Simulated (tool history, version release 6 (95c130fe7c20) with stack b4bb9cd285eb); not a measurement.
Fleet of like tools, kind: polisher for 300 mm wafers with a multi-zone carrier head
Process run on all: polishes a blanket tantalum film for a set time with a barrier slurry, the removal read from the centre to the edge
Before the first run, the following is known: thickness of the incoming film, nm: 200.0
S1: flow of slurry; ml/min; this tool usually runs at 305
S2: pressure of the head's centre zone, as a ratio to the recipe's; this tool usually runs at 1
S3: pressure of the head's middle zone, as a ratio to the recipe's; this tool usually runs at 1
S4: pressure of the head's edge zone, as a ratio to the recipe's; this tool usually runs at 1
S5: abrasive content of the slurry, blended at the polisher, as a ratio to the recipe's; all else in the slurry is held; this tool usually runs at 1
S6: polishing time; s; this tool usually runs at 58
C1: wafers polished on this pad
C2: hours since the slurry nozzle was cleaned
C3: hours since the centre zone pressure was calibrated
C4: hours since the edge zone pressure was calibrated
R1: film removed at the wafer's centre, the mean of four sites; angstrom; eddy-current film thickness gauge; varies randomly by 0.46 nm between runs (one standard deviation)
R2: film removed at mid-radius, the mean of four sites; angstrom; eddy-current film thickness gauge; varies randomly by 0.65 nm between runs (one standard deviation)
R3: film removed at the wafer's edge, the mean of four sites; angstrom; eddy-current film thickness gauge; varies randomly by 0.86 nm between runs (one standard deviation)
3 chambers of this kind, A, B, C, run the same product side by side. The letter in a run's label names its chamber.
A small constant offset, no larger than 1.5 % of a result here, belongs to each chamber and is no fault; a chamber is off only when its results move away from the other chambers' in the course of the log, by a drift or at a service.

run     day   S1  S2    S3    S4   S5  S6    C1     C2      C3     C4      R1      R2      R3
 1A   0.538  305   1     1     1    1  58   691    198   275.2   52.6  598.81  602.92  609.86
 2C   1.067  305   1     1     1    1  58   605    521  1063.7  374.1  612.51  613.31  610.63
 3B   1.333  305   1     1     1    1  58   664  195.6    67.6  448.7  605.95  606.78  603.61
 4C   1.883  305   1     1     1    1  58   826  540.6  1083.3  393.7  613.64  590.65  613.35
 5A   2.183  305   1     1     1    1  58  1138  237.5   314.7   92.1   609.8  612.59  608.55
      2.342  -- chamber B: worn pad replaced by a new one
 6B   2.579  305   1     1     1    1  58    65  225.5    97.5  478.6  611.28  613.27  614.16
 7A   2.854  305   1     1     1    1  58  1320  253.6   330.8  108.2   594.6  603.25  601.76
      3.021  -- chamber A: worn pad replaced by a new one
 8C   3.146  305   1     1     1    1  58  1169  570.9  1113.6    424  616.53  615.93  613.27
 9B   3.662  305   1     1     1    1  58   359  251.5   123.5  504.6  612.34  606.49  614.73
10C   4.029  305   1     1     1    1  58  1409  592.1  1134.8  445.2  611.93  605.93  607.69
11B   4.454  305   1     1     1    1  58   574  270.5   142.5  523.6  600.37  600.85   598.4
12A   4.721  305   1     1     1    1  58   461  298.4   375.6    153  597.14  612.79  615.41
13A   5.142  305   1     1     1    1  58   576  308.5   385.7  163.1  594.47  602.51  610.18
      5.508  -- chamber B: worn pad replaced by a new one
14C   5.625  305   1     1     1    1  58  1843  630.4  1173.1  483.5  595.62  600.77  590.76
      6.008  -- chamber A: slurry nozzle cleaned
15B   6.088  305   1     1     1    1  58   158  309.7   181.7  562.8  602.73  600.99  615.38
16A   6.496  305   1     1     1    1  58   943   11.7   418.2  195.6  600.42  610.26     599
17B   6.758  305   1  1.06     1    1  58   340  325.8   197.8  578.9  611.49  647.03   617.2
      7.112  -- chamber C: centre zone pressure recalibrated
18C   7.146  305   1  1.06     1    1  58  2256  666.9     0.8    520  589.72  625.57  590.03
      7.612  -- chamber B: edge zone pressure recalibrated
19B   7.662  305   1  1.06     1    1  58   585  347.5   219.5    1.3  619.35  641.57  616.21
20C   7.946  305   1     1     1    1  58  2473  686.1      20  539.2   582.3  576.44  590.85
      8.212  -- chamber A: worn pad replaced by a new one
21A   8.392  305   1  0.96     1  1.2  58    49   57.2   463.7  241.1  620.23  606.48  641.14
      8.429  -- chamber B: worn pad replaced by a new one
22C   8.862  305   1  0.96     1  1.2  58  2722  708.1      42  561.2  608.27  576.36  600.72
23A   9.212  305   1  0.96     1  1.2  58   272   76.9   483.4  260.8  634.38   624.3  644.93
24B   9.562  305   1     1     1    1  58   308  393.1   265.1   46.9  617.84  602.97  610.19
25B    10.1  305   1     1     1    1  58   454    406     278   59.8  611.69  604.07  612.24
26A    10.4  305   1     1     1    1  58   595  105.4   511.9  289.3  597.41  593.36  609.56
27C  10.817  305   1     1     1    1  58  3253    755    88.9  608.1  567.14  571.69  565.61
     11.138  -- chamber B: worn pad replaced by a new one
28A  11.154  305   1     1     1    1  58   799  123.5     530  307.4  602.93  594.42  601.49
29C  11.696  305   1     1  0.89    1  58  3491  776.1     110  629.2  559.38  562.67  530.13
30B  11.983  305   1     1  0.89    1  58   230  451.2   323.2    105  619.81  623.97  581.64

All chambers now run identical settings, listed one chamber a line with results as question marks. What results will each chamber show?
31A  12.383  305   1   1   1   1  58                   ?   ?   ?
31B  12.383  305   1   1   1   1  58                   ?   ?   ?
31C  12.383  305   1   1   1   1  58                   ?   ?   ?

run      R1      R2      R3
31A  596.47  599.88  604.27
31B  618.19  605.68   620.3
31C  550.85  549.63  548.22

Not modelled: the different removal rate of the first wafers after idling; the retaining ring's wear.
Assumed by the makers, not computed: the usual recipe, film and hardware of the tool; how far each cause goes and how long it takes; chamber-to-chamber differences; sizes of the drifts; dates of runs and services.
